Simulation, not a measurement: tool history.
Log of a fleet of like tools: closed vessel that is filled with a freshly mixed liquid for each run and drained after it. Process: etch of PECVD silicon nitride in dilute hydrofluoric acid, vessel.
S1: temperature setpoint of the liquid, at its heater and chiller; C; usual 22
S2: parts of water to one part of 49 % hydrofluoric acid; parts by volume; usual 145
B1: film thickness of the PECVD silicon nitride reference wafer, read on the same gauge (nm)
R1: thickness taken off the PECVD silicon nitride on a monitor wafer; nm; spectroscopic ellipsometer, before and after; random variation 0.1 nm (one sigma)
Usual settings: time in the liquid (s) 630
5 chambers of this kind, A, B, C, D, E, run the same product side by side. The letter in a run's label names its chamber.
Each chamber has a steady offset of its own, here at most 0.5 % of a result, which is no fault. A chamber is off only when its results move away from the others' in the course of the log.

{"run": "1B", "hour": 8.8, "S1": 22, "S2": 145, "time in the liquid (s)": 630, "B1": 99.998, "R1": 21.565}
{"run": "2D", "hour": 22.3, "S1": 22, "S2": 145, "time in the liquid (s)": 630, "B1": 100, "R1": 21.706}
{"run": "3C", "hour": 35.6, "S1": 22, "S2": 145, "time in the liquid (s)": 630, "B1": 99.999, "R1": 21.752}
{"run": "4E", "hour": 43.9, "S1": 22, "S2": 145, "time in the liquid (s)": 630, "B1": 99.996, "R1": 21.541}
{"run": "5A", "hour": 55.7, "S1": 22, "S2": 90, "time in the liquid (s)": 290, "B1": 100.04, "R1": 15.887}
{"run": "6A", "hour": 62.4, "S1": 22, "S2": 90, "time in the liquid (s)": 290, "B1": 99.956, "R1": 15.916}
{"run": "7C", "hour": 72.9, "S1": 22, "S2": 90, "time in the liquid (s)": 290, "B1": 100, "R1": 16.1}
{"run": "8D", "hour": 86.4, "S1": 22, "S2": 90, "time in the liquid (s)": 290, "B1": 100.04, "R1": 15.986}
{"run": "9E", "hour": 96.1, "S1": 22, "S2": 90, "time in the liquid (s)": 290, "B1": 100.01, "R1": 16.075}
{"run": "10B", "hour": 109.5, "S1": 22, "S2": 145, "time in the liquid (s)": 630, "B1": 99.972, "R1": 21.632}
{"run": "11A", "hour": 116.7, "S1": 24.5, "S2": 85, "time in the liquid (s)": 630, "B1": 99.946, "R1": 43.231}
{"run": "12C", "hour": 129.1, "S1": 24.5, "S2": 85, "time in the liquid (s)": 630, "B1": 99.993, "R1": 43.474}
{"run": "13E", "hour": 139.9, "S1": 24.5, "S2": 85, "time in the liquid (s)": 630, "B1": 99.988, "R1": 43.922}
{"run": "14D", "hour": 150.6, "S1": 24.5, "S2": 85, "time in the liquid (s)": 630, "B1": 99.971, "R1": 43.734}
{"run": "15B", "hour": 161.6, "S1": 24.5, "S2": 85, "time in the liquid (s)": 630, "B1": 100.02, "R1": 43.535}
{"run": "16A", "hour": 171.9, "S1": 22, "S2": 145, "time in the liquid (s)": 630, "B1": 99.982, "R1": 21.512}
{"run": "17D", "hour": 179.6, "S1": 22, "S2": 145, "time in the liquid (s)": 630, "B1": 99.955, "R1": 21.668}
{"hour": 180.8, "done": "chamber C: hydrofluoric acid flow meter replaced"}
{"run": "18B", "hour": 192.6, "S1": 22, "S2": 145, "time in the liquid (s)": 630, "B1": 100.04, "R1": 21.698}
{"run": "19C", "hour": 200.1, "S1": 22, "S2": 145, "time in the liquid (s)": 630, "B1": 100.02, "R1": 21.732}
{"hour": 202.1, "done": "chamber D: hydrofluoric acid flow meter replaced"}
{"run": "20E", "hour": 213.4, "S1": 22, "S2": 145, "time in the liquid (s)": 630, "B1": 100.03, "R1": 21.623}
{"run": "21E", "hour": 223.9, "S1": 22, "S2": 145, "time in the liquid (s)": 630, "B1": 100.02, "R1": 21.416}
{"run": "22C", "hour": 230.7, "S1": 18, "S2": 145, "time in the liquid (s)": 630, "B1": 99.998, "R1": 16.733}
{"run": "23D", "hour": 239.0, "S1": 18, "S2": 145, "time in the liquid (s)": 630, "B1": 99.966, "R1": 16.471}
{"run": "24A", "hour": 246.3, "S1": 18, "S2": 145, "time in the liquid (s)": 630, "B1": 99.985, "R1": 16.18}
{"run": "25B", "hour": 260.1, "S1": 18, "S2": 145, "time in the liquid (s)": 630, "B1": 99.993, "R1": 16.705}
{"run": "26D", "hour": 269.4, "S1": 18, "S2": 145, "time in the liquid (s)": 630, "B1": 99.969, "R1": 16.57}
{"run": "27E", "hour": 277.3, "S1": 22, "S2": 145, "time in the liquid (s)": 630, "B1": 100.01, "R1": 21.716}
{"run": "28C", "hour": 285.6, "S1": 22, "S2": 145, "time in the liquid (s)": 630, "B1": 100.01, "R1": 21.58}
{"hour": 294.8, "done": "chamber E: thermometer replaced"}
{"run": "29B", "hour": 297.2, "S1": 22, "S2": 165, "time in the liquid (s)": 505, "B1": 100.02, "R1": 15.267}
{"run": "30A", "hour": 309.2, "S1": 22, "S2": 165, "time in the liquid (s)": 505, "B1": 99.996, "R1": 14.652}
{"run": "31C", "hour": 318.6, "S1": 22, "S2": 165, "time in the liquid (s)": 505, "B1": 100.03, "R1": 15.244}
{"run": "32E", "hour": 327.2, "S1": 22, "S2": 165, "time in the liquid (s)": 505, "B1": 99.951, "R1": 15.31}
{"run": "33B", "hour": 340.1, "S1": 22, "S2": 165, "time in the liquid (s)": 505, "B1": 100.02, "R1": 15.238}
{"run": "34D", "hour": 350.0, "S1": 24, "S2": 145, "time in the liquid (s)": 630, "B1": 100.01, "R1": 24.88}
{"run": "35A", "hour": 356.8, "S1": 24, "S2": 145, "time in the liquid (s)": 630, "B1": 100.01, "R1": 23.642}
{"run": "36E", "hour": 366.5, "S1": 24, "S2": 145, "time in the liquid (s)": 630, "B1": 100, "R1": 24.954}
{"run": "37A", "hour": 372.4, "S1": 24, "S2": 145, "time in the liquid (s)": 630, "B1": 100.04, "R1": 23.625}
{"run": "38D", "hour": 383.5, "S1": 24, "S2": 145, "time in the liquid (s)": 630, "B1": 100.01, "R1": 24.668}
{"run": "39C", "hour": 397.2, "S1": 22, "S2": 145, "time in the liquid (s)": 630, "B1": 99.934, "R1": 21.703}
{"run": "40B", "hour": 406.7, "S1": 22, "S2": 145, "time in the liquid (s)": 630, "B1": 100.04, "R1": 21.565}
{"run": "41D", "hour": 415.3, "S1": 22, "S2": 145, "time in the liquid (s)": 630, "B1": 99.986, "R1": 21.745}
{"run": "42B", "hour": 421.6, "S1": 22, "S2": 145, "time in the liquid (s)": 630, "B1": 99.996, "R1": 21.747}
{"run": "43E", "hour": 428.3, "S1": 22, "S2": 145, "time in the liquid (s)": 630, "B1": 99.95, "R1": 21.659}

Is one chamber off against the others, does the gauge drift, or is nothing wrong? If a chamber is off, say which, and what the likeliest cause is.

Chamber A drifts away from the others.
Cause: hydrofluoric acid flow below the setpoint (%) = 6.16.
The log may not tell that from: liquid colder than its thermometer reads (K).

Here are 4 candidates for chamber A's next run, each the usual settings with a change, their results left as question marks. Which one brings its results back in line with what the others give on the usual settings?
In line means no further than this from the other chambers' mean on the usual settings: R1 0.35 nm
{"run": "44A-1", "hour": 438.2, "S1": 22, "S2": 150, "time in the liquid (s)": 610, "R1": "?"}
{"run": "44A-2", "hour": 438.2, "S1": 22, "S2": 145, "time in the liquid (s)": 615, "R1": "?"}
{"run": "44A-3", "hour": 438.2, "S1": 22, "S2": 145, "time in the liquid (s)": 670, "R1": "?"}
{"run": "44A-4", "hour": 438.2, "S1": 22, "S2": 145, "time in the liquid (s)": 645, "R1": "?"}

The other chambers' mean on the usual settings: R1 21.667 nm
run=44A-1 R1=19.113
run=44A-2 R1=19.923
run=44A-3 R1=21.705
run=44A-4 R1=20.895
44A-3 brings the chamber back in line.

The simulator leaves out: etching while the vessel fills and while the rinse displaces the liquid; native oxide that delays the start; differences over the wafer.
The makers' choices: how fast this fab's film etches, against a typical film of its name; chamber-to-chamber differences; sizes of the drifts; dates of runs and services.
